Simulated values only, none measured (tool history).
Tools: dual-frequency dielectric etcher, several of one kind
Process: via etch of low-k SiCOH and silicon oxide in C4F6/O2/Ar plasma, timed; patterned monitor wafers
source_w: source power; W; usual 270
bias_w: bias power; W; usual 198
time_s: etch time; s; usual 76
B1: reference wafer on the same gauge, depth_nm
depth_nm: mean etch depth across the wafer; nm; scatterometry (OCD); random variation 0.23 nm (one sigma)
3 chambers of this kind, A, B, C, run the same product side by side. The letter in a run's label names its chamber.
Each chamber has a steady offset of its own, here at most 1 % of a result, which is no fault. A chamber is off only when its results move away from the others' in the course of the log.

run 1B hour=8.2 | source_w=270 bias_w=198 time_s=76 | B1=153.96 | depth_nm=186.98
run 2A hour=17.5 | source_w=270 bias_w=198 time_s=76 | B1=153.9 | depth_nm=189.06
run 3C hour=27.2 | source_w=270 bias_w=198 time_s=76 | B1=153.91 | depth_nm=188.1
run 4A hour=37.2 | source_w=270 bias_w=198 time_s=76 | B1=153.84 | depth_nm=188.71
run 5C hour=44 | source_w=270 bias_w=198 time_s=76 | B1=153.79 | depth_nm=187.48
run 6B hour=48.9 | source_w=270 bias_w=198 time_s=76 | B1=153.78 | depth_nm=186.34
run 7B hour=53.8 | source_w=270 bias_w=198 time_s=76 | B1=153.7 | depth_nm=186.21
run 8C hour=60.9 | source_w=270 bias_w=198 time_s=76 | B1=153.73 | depth_nm=187.25
run 9A hour=70.8 | source_w=270 bias_w=198 time_s=76 | B1=153.7 | depth_nm=188.6
run 10C hour=79.5 | source_w=270 bias_w=240 time_s=93.5 | B1=153.65 | depth_nm=245.56
-- hour=82.1 chamber C: wet clean of the chamber
run 11B hour=85.4 | source_w=270 bias_w=240 time_s=93.5 | B1=153.57 | depth_nm=244.14
run 12A hour=91.9 | source_w=270 bias_w=240 time_s=93.5 | B1=153.51 | depth_nm=247.08
run 13A hour=96.7 | source_w=270 bias_w=198 time_s=76 | B1=153.55 | depth_nm=188.52
run 14C hour=103.9 | source_w=270 bias_w=198 time_s=76 | B1=153.52 | depth_nm=187.51
run 15B hour=113.9 | source_w=220 bias_w=198 time_s=66 | B1=153.44 | depth_nm=149.24
run 16B hour=121.1 | source_w=220 bias_w=198 time_s=66 | B1=153.43 | depth_nm=149.43
-- hour=123.4 chamber C: source power generator calibrated
run 17A hour=127.4 | source_w=220 bias_w=198 time_s=66 | B1=153.4 | depth_nm=151.36
run 18C hour=133.8 | source_w=270 bias_w=225 time_s=58.5 | B1=153.33 | depth_nm=150.38
run 19B hour=139.7 | source_w=270 bias_w=225 time_s=58.5 | B1=153.35 | depth_nm=149.5
run 20C hour=147.1 | source_w=270 bias_w=225 time_s=58.5 | B1=153.26 | depth_nm=150.26
run 21A hour=153.7 | source_w=270 bias_w=198 time_s=76 | B1=153.26 | depth_nm=187.81

Next, every chamber runs the same settings. What will each give?
run 22A hour=161 | source_w=270 bias_w=198 time_s=76 | depth_nm=?
run 22B hour=161 | source_w=270 bias_w=198 time_s=76 | depth_nm=?
run 22C hour=161 | source_w=270 bias_w=198 time_s=76 | depth_nm=?

run=22A depth_nm=187.78
run=22B depth_nm=185.39
run=22C depth_nm=187.07
